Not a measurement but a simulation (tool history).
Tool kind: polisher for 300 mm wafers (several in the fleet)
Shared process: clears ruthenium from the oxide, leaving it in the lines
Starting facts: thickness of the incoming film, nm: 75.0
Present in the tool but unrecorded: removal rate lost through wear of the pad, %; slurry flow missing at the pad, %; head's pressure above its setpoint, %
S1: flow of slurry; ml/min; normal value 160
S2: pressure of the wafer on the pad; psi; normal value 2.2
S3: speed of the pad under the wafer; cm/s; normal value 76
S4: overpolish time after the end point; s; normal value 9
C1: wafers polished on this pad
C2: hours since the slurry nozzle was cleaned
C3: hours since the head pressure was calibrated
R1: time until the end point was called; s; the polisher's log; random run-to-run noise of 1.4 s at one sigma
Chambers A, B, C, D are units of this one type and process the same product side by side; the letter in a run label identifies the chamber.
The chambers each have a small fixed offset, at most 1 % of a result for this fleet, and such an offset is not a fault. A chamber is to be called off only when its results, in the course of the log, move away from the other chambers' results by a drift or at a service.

Run 1A, day 0.392: usual settings; C1 333; C2 97.4; C3 565.1. Result: R1 85.919 s.
Run 2B, day 0.717: usual settings; C1 856; C2 465.8; C3 252.2. Result: R1 84.003 s.
At day 0.917: chamber C: head pressure recalibrated.
Run 3C, day 1.092: usual settings; C1 617; C2 75.3; C3 4.2. Result: R1 87.948 s.
Run 4D, day 1.450: usual settings; C1 547; C2 249.8; C3 403.8. Result: R1 86.024 s.
At day 1.579: chamber C: worn pad replaced by a new one.
Run 5B, day 1.833: usual settings; C1 989; C2 492.6; C3 279.0. Result: R1 81.375 s.
Run 6C, day 2.079: usual settings; C1 60; C2 99.0; C3 27.9. Result: R1 86.656 s.
At day 2.383: chamber B: worn pad replaced by a new one.
Run 7D, day 2.421: usual settings; C1 663; C2 273.1; C3 427.1. Result: R1 85.792 s.
Run 8A, day 2.688: usual settings; C1 608; C2 152.5; C3 620.2. Result: R1 87.479 s.
Run 9B, day 2.938: usual settings; C1 66; C2 519.1; C3 305.5. Result: R1 86.549 s.
Run 10C, day 3.196: usual settings; C1 194; C2 125.8; C3 54.7. Result: R1 87.702 s.
Run 11A, day 3.467: usual settings; C1 701; C2 171.2; C3 638.9. Result: R1 88.660 s.
Run 12D, day 3.700: usual settings; C1 817; C2 303.8; C3 457.8. Result: R1 85.874 s.
Run 13C, day 3.938: usual settings; C1 283; C2 143.6; C3 72.5. Result: R1 86.048 s.
At day 4.158: chamber B: slurry nozzle cleaned.
Run 14A, day 4.188: usual settings; C1 788; C2 188.5; C3 656.2. Result: R1 86.682 s.
Run 15D, day 4.542: usual settings; C1 917; C2 324.0; C3 478.0. Result: R1 87.880 s.
Run 16B, day 4.979: usual settings; C1 311; C2 19.8; C3 354.5. Result: R1 84.537 s.
Run 17B, day 5.358: usual settings; C1 356; C2 28.9; C3 363.6. Result: R1 85.180 s.
Run 18D, day 5.717: usual settings but S2 1.8 psi, S4 11 s; C1 1058; C2 352.2; C3 506.2. Result: R1 107.950 s.
Run 19A, day 5.925: usual settings but S2 1.8 psi, S4 11 s; C1 996; C2 230.2; C3 697.9. Result: R1 105.920 s.
At day 6.112: chamber A: worn pad replaced by a new one.
Run 20C, day 6.188: usual settings but S2 1.8 psi, S4 11 s; C1 552; C2 197.6; C3 126.5. Result: R1 105.180 s.
At day 6.550: chamber C: slurry nozzle cleaned.
Run 21C, day 6.567: usual settings but S2 1.8 psi, S4 11 s; C1 598; C2 0.5; C3 135.6. Result: R1 104.480 s.
Run 22B, day 6.933: usual settings; C1 545; C2 66.7; C3 401.4. Result: R1 83.663 s.
At day 7.142: chamber C: worn pad replaced by a new one.
Run 23A, day 7.208: usual settings; C1 131; C2 261.0; C3 728.7. Result: R1 86.649 s.
Run 24D, day 7.512: usual settings; C1 1273; C2 395.3; C3 549.3. Result: R1 91.164 s.
Run 25C, day 7.771: usual settings; C1 75; C2 29.4; C3 164.5. Result: R1 86.089 s.
At day 7.983: chamber D: worn pad replaced by a new one.
Run 26A, day 8.208: usual settings; C1 251; C2 285.0; C3 752.7. Result: R1 86.669 s.
Run 27D, day 8.483: usual settings; C1 60; C2 418.6; C3 572.6. Result: R1 92.704 s.
Run 28B, day 8.800: usual settings; C1 769; C2 111.5; C3 446.2. Result: R1 84.978 s.
Run 29C, day 9.221: usual settings; C1 249; C2 64.2; C3 199.3. Result: R1 87.483 s.
Run 30B, day 9.667: usual settings but S1 185 ml/min, S4 14 s; C1 873; C2 132.3; C3 467.0. Result: R1 84.033 s.
Run 31D, day 10.104: usual settings but S1 185 ml/min, S4 14 s; C1 254; C2 457.5; C3 611.5. Result: R1 92.093 s.

All 4 chambers run these settings next. Forecast each chamber's results:
Run 32A, day 10.433: usual settings. Result: R1 ?.
Run 32B, day 10.433: usual settings. Result: R1 ?.
Run 32C, day 10.433: usual settings. Result: R1 ?.
Run 32D, day 10.433: usual settings. Result: R1 ?.

run      R1
32A  85.126
32B  84.315
32C  87.962
32D  96.488
